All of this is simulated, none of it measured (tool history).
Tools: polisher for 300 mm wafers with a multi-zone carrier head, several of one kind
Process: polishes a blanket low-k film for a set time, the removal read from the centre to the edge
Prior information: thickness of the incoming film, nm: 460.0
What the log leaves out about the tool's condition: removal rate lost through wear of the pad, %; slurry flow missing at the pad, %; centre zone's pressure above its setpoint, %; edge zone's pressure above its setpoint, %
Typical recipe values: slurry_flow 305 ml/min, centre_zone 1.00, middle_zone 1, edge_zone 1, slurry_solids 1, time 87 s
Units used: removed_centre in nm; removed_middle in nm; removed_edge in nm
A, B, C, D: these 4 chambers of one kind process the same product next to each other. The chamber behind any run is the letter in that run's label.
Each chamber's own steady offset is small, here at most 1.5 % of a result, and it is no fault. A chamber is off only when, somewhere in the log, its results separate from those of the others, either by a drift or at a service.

run,hour,slurry_flow,centre_zone,middle_zone,edge_zone,slurry_solids,time,wafers polished on this pad,hours since the slurry nozzle was cleaned,hours since the centre zone pressure was calibrated,hours since the edge zone pressure was calibrated,removed_centre,removed_middle,removed_edge
1C,6.9,305,1.00,1,1,1,87,779,81.7,942.6,1219.2,25.047,24.869,24.601
2A,14.2,305,1.00,1,1,1,87,372,171.8,138.3,25.6,25.295,25.583,24.895
3D,21.3,305,1.00,1,1,1,87,467,304.0,823.9,106.8,24.810,25.905,25.063
4B,28.1,305,1.00,1,1,1,87,1111,125.3,395.8,507.4,24.691,25.842,25.818
5D,34.5,305,1.00,1,1,1,87,574,317.2,837.1,120.0,24.998,25.459,25.262
6A,42.6,305,1.00,1,1,1,87,603,200.2,166.7,54.0,25.745,24.990,25.125
# hour 43.0: chamber B: worn pad replaced by a new one
7C,48.4,305,1.00,1,1,1,87,1116,123.2,984.1,1260.7,24.594,24.852,25.481
8B,52.2,305,1.00,1,1,1,87,75,149.4,419.9,531.5,25.222,25.345,24.915
9A,60.7,305,1.00,1,1,1,87,750,218.3,184.8,72.1,25.415,25.587,25.166
10D,67.9,305,1.00,1,1,1,87,846,350.6,870.5,153.4,24.348,24.915,24.423
# hour 72.1: chamber C: worn pad replaced by a new one
11C,75.6,305,1.00,1,1,1,87,28,150.4,1011.3,1287.9,24.881,25.047,24.905
# hour 80.6: chamber D: slurry nozzle cleaned
12B,80.8,305,1.00,1,1,1,87,307,178.0,448.5,560.1,24.962,25.497,25.652
13D,89.3,305,1.00,1,1,1,87,1019,8.7,891.9,174.8,24.073,24.023,23.675
14A,97.6,305,1.00,1,1,1,87,1049,255.2,221.7,109.0,25.344,25.122,25.425
15C,105.0,305,1.00,1,1,1,87,267,179.8,1040.7,1317.3,25.764,24.943,25.135
16B,109.7,305,1.00,1,1,1,87,542,206.9,477.4,589.0,25.348,25.483,25.295
17B,116.9,305,1.00,1,1,1,87,600,214.1,484.6,596.2,24.959,25.196,24.993
18C,124.5,265,1.00,1,1,1,87,425,199.3,1060.2,1336.8,24.446,24.352,24.671
# hour 127.3: chamber C: centre zone pressure recalibrated
19D,129.6,265,1.00,1,1,1,87,1347,49.0,932.2,215.1,22.866,22.934,22.668
20A,134.6,265,1.00,1,1,1,87,1350,292.2,258.7,146.0,25.040,25.097,24.922
21C,139.8,265,1.00,1,1,1,87,549,214.6,12.6,1352.1,24.843,24.287,25.359
22B,144.4,305,1.00,1,1,1,87,823,241.6,512.1,623.7,24.892,25.355,25.326
23D,150.7,270,1.08,1,1,1,87,1518,70.1,953.3,236.2,23.922,21.941,21.648
# hour 150.8: chamber A: worn pad replaced by a new one
24A,156.6,270,1.08,1,1,1,87,47,314.2,280.7,168.0,27.375,24.434,25.106

Each of the 4 chambers runs these same settings next. Fill in every chamber's results:
25A,162.8,305,1.00,1,1,1,87,,,,,?,?,?
25B,162.8,305,1.00,1,1,1,87,,,,,?,?,?
25C,162.8,305,1.00,1,1,1,87,,,,,?,?,?
25D,162.8,305,1.00,1,1,1,87,,,,,?,?,?

run,removed_centre,removed_middle,removed_edge
25A,25.279,24.917,25.663
25B,25.183,25.181,24.840
25C,24.929,24.996,25.077
25D,21.932,21.711,22.403
